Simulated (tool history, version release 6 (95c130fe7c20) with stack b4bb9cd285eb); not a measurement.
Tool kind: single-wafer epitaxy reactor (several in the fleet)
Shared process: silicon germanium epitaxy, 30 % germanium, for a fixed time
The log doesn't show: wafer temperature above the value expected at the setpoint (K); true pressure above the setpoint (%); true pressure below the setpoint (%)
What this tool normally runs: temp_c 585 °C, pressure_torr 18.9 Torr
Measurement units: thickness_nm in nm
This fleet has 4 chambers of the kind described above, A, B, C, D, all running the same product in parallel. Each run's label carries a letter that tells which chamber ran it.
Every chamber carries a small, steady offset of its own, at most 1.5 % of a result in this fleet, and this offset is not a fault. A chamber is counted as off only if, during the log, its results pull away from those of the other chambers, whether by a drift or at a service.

| run | hour | temp_c | pressure_torr | hours since the last pyrometer calibration | hours since the last manometer calibration | read-back reference wafer on the same gauge, thickness_nm | thickness_nm |
|---|---|---|---|---|---|---|---|
| 1C | 7.6 | 585 | 18.9 | 1130 | 1624.1 | 50.418 | 44.14 |
| 2D | 16.8 | 585 | 18.9 | 835.9 | 1577 | 50.391 | 43.509 |
| 3A | 23.6 | 585 | 18.9 | 254.9 | 90.8 | 50.408 | 43.325 |
| 4B | 30.9 | 585 | 18.9 | 309.4 | 1511.1 | 50.391 | 43.763 |
| 5B | 36.7 | 585 | 18.9 | 315.2 | 1516.9 | 50.413 | 43.706 |
| 6C | 44.4 | 585 | 18.9 | 1166.8 | 1660.9 | 50.372 | 44.388 |
| 7D | 50.6 | 585 | 18.9 | 869.7 | 1610.8 | 50.414 | 43.466 |
| 8A | 56.7 | 585 | 18.9 | 288 | 123.9 | 50.424 | 43.37 |
| 9D | 67.2 | 585 | 18.9 | 886.3 | 1627.4 | 50.401 | 43.437 |
| 10C | 77.6 | 585 | 21.5 | 1200 | 1694.1 | 50.397 | 46.454 |
| 11A | 86.6 | 585 | 21.5 | 317.9 | 153.8 | 50.382 | 45.525 |
| 12B | 92.9 | 585 | 21.5 | 371.4 | 1573.1 | 50.37 | 46.055 |
| 13C | 98.2 | 585 | 21.5 | 1220.6 | 1714.7 | 50.404 | 46.557 |
| 14D | 107.9 | 585 | 18.9 | 927 | 1668.1 | 50.405 | 43.42 |
| 15B | 118.2 | 597 | 20.4 | 396.7 | 1598.4 | 50.419 | 56.397 |
| 16A | 128.8 | 597 | 20.4 | 360.1 | 196 | 50.405 | 55.826 |
| 17A | 137.8 | 597 | 20.4 | 369.1 | 205 | 50.423 | 55.903 |
| 18B | 147.6 | 597 | 20.4 | 426.1 | 1627.8 | 50.405 | 56.366 |
| 19D | 154.6 | 585 | 18.9 | 973.7 | 1714.8 | 50.403 | 43.482 |
| 20C | 160.8 | 585 | 18.9 | 1283.2 | 1777.3 | 50.382 | 44.104 |
| 21C | 166.1 | 585 | 18.9 | 1288.5 | 1782.6 | 50.405 | 44.227 |
| 22A | 172.2 | 585 | 18.9 | 403.5 | 239.4 | 50.415 | 43.364 |
| 23B | 177.7 | 585 | 18.9 | 456.2 | 1657.9 | 50.419 | 43.768 |
| 24D | 184.4 | 585 | 23.3 | 1003.5 | 1744.6 | 50.4 | 47.42 |
| 25D | 190.4 | 585 | 23.3 | 1009.5 | 1750.6 | 50.363 | 47.266 |
|  | 198.2 | chamber D: capacitance manometer re-zeroed and calibrated |
| 26A | 199.5 | 585 | 23.3 | 430.8 | 266.7 | 50.405 | 47.139 |
| 27C | 210.1 | 585 | 23.3 | 1332.5 | 1826.6 | 50.375 | 48.051 |
| 28B | 220.1 | 585 | 18.9 | 498.6 | 1700.3 | 50.413 | 43.797 |
| 29C | 226.7 | 585 | 18.9 | 1349.1 | 1843.2 | 50.424 | 44.085 |
| 30D | 236.4 | 585 | 18.9 | 1055.5 | 38.3 | 50.428 | 44.662 |
| 31A | 241.1 | 585 | 18.9 | 472.4 | 308.3 | 50.415 | 43.52 |
| 32B | 248.8 | 573 | 16.7 | 527.3 | 1729 | 50.41 | 33.092 |
| 33C | 257.9 | 573 | 16.7 | 1380.3 | 1874.4 | 50.387 | 33.509 |
| 34D | 263.1 | 573 | 16.7 | 1082.2 | 65 | 50.402 | 33.574 |
| 35A | 272.6 | 573 | 16.7 | 503.9 | 339.8 | 50.394 | 32.849 |
| 36B | 278.1 | 585 | 18.9 | 556.6 | 1758.3 | 50.405 | 43.801 |
| 37C | 283.1 | 596 | 18.9 | 1405.5 | 1899.6 | 50.408 | 54.212 |
| 38D | 291.2 | 596 | 18.9 | 1110.3 | 93.1 | 50.375 | 54.627 |
|  | 298.8 | chamber C: capacitance manometer re-zeroed and calibrated |
| 39B | 299 | 596 | 18.9 | 577.5 | 1779.2 | 50.408 | 53.568 |
| 40A | 303.8 | 596 | 18.9 | 535.1 | 371 | 50.417 | 53.324 |
| 41D | 308.5 | 585 | 18.9 | 1127.6 | 110.4 | 50.368 | 44.452 |
| 42C | 319 | 585 | 18.9 | 1441.4 | 20.3 | 50.391 | 44.022 |

All chambers now run identical settings, listed one chamber a line with results as question marks. What results will each chamber show?
| 43A | 326.6 | 585 | 18.9 |  |  |  | ? |
| 43B | 326.6 | 585 | 18.9 |  |  |  | ? |
| 43C | 326.6 | 585 | 18.9 |  |  |  | ? |
| 43D | 326.6 | 585 | 18.9 |  |  |  | ? |

| run | thickness_nm |
|---|---|
| 43A | 43.263 |
| 43B | 43.706 |
| 43C | 44.063 |
| 43D | 44.51 |
